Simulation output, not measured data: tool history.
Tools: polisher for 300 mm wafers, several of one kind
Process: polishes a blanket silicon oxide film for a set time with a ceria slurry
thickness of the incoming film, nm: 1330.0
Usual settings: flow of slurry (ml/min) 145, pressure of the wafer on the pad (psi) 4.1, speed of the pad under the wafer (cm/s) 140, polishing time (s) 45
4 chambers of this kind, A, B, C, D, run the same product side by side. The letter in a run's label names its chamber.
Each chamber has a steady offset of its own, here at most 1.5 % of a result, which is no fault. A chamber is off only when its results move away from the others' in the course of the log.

| run | hour | flow of slurry (ml/min) | pressure of the wafer on the pad (psi) | speed of the pad under the wafer (cm/s) | polishing time (s) | wafers polished on this pad | hours since the slurry nozzle was cleaned | hours since the head pressure was calibrated | film removed (Å) |
|---|---|---|---|---|---|---|---|---|---|
| 1C | 3.8 | 145 | 4.1 | 140 | 45 | 40 | 316.5 | 648.7 | 3025.2 |
|  | 5.1 | chamber D: slurry nozzle cleaned |
| 2A | 7.3 | 145 | 4.1 | 140 | 45 | 752 | 78.2 | 285.0 | 3003.8 |
| 3B | 12.0 | 145 | 4.1 | 140 | 45 | 899 | 385.9 | 985.1 | 3016.5 |
| 4D | 16.4 | 145 | 4.1 | 140 | 45 | 476 | 11.4 | 392.6 | 3006.8 |
| 5B | 21.2 | 145 | 4.1 | 140 | 45 | 992 | 395.1 | 994.3 | 3058.1 |
| 6A | 25.7 | 145 | 4.1 | 140 | 36 | 938 | 96.6 | 303.4 | 2399.7 |
| 7D | 29.1 | 145 | 4.1 | 140 | 36 | 605 | 24.1 | 405.3 | 2436.6 |
|  | 31.6 | chamber B: worn pad replaced by a new one |
| 8C | 32.1 | 145 | 4.1 | 140 | 36 | 326 | 344.8 | 677.0 | 2394.9 |
|  | 32.9 | chamber C: head pressure recalibrated |
| 9B | 37.0 | 145 | 4.1 | 140 | 36 | 55 | 410.9 | 1010.1 | 2436.4 |
| 10C | 39.7 | 145 | 4.1 | 140 | 45 | 403 | 352.4 | 6.8 | 3022.7 |
| 11A | 42.7 | 145 | 4.1 | 140 | 45 | 1110 | 113.6 | 320.4 | 3020.9 |
| 12D | 47.4 | 145 | 4.1 | 140 | 45 | 789 | 42.4 | 423.6 | 3027.8 |
| 13A | 50.2 | 145 | 4.1 | 140 | 45 | 1185 | 121.1 | 327.9 | 3033.6 |
|  | 51.2 | chamber D: worn pad replaced by a new one |
| 14C | 52.6 | 145 | 4.1 | 140 | 45 | 533 | 365.3 | 19.7 | 3004.1 |
| 15B | 55.9 | 110 | 4.1 | 164 | 45 | 246 | 429.8 | 1029.0 | 3411.9 |
| 16D | 58.5 | 110 | 4.1 | 164 | 45 | 74 | 53.5 | 434.7 | 3358.4 |
|  | 61.0 | chamber A: worn pad replaced by a new one |
| 17B | 63.4 | 110 | 4.1 | 164 | 45 | 321 | 437.3 | 1036.5 | 3360.3 |
| 18D | 67.7 | 110 | 4.1 | 164 | 45 | 167 | 62.7 | 443.9 | 3344.1 |
| 19C | 72.5 | 145 | 4.1 | 140 | 45 | 734 | 385.2 | 39.6 | 3032.2 |
| 20A | 74.9 | 185 | 4.1 | 140 | 45 | 141 | 145.8 | 352.6 | 3105.0 |
| 21C | 78.9 | 185 | 4.1 | 140 | 45 | 798 | 391.6 | 46.0 | 3164.0 |
|  | 79.5 | chamber A: head pressure recalibrated |
| 22A | 82.8 | 185 | 4.1 | 140 | 45 | 221 | 153.7 | 3.4 | 3177.3 |
| 23D | 86.8 | 185 | 4.1 | 140 | 45 | 360 | 81.8 | 463.0 | 3125.5 |
| 24B | 91.2 | 145 | 4.1 | 140 | 45 | 602 | 465.1 | 1064.3 | 3040.0 |
|  | 94.4 | chamber C: worn pad replaced by a new one |
| 25B | 94.8 | 145 | 4.1 | 140 | 45 | 638 | 468.7 | 1067.9 | 3019.9 |
| 26A | 99.6 | 145 | 4.1 | 140 | 45 | 390 | 170.5 | 20.2 | 3003.2 |
| 27C | 104.1 | 145 | 4.1 | 140 | 45 | 98 | 416.8 | 71.2 | 3083.0 |
| 28D | 108.5 | 145 | 4.1 | 140 | 45 | 579 | 103.5 | 484.7 | 3033.9 |
| 29A | 112.9 | 145 | 4.1 | 140 | 45 | 524 | 183.8 | 33.5 | 2996.9 |
| 30B | 116.8 | 145 | 4.1 | 140 | 45 | 860 | 490.7 | 1089.9 | 3068.5 |
| 31D | 120.6 | 145 | 4.1 | 140 | 45 | 701 | 115.6 | 496.8 | 3000.3 |
| 32C | 124.4 | 145 | 4.1 | 140 | 45 | 303 | 437.1 | 91.5 | 3043.2 |
| 33A | 126.5 | 145 | 2.8 | 140 | 45 | 662 | 197.4 | 47.1 | 2042.2 |
| 34B | 128.7 | 145 | 2.8 | 140 | 45 | 980 | 502.6 | 1101.8 | 2096.2 |

All 4 chambers run these settings next. Forecast each chamber's results:
| 35A | 132.2 | 145 | 4.1 | 140 | 45 |  |  |  | ? |
| 35B | 132.2 | 145 | 4.1 | 140 | 45 |  |  |  | ? |
| 35C | 132.2 | 145 | 4.1 | 140 | 45 |  |  |  | ? |
| 35D | 132.2 | 145 | 4.1 | 140 | 45 |  |  |  | ? |

| run | film removed (Å) |
|---|---|
| 35A | 2976.3 |
| 35B | 3038.4 |
| 35C | 3021.5 |
| 35D | 3010.1 |
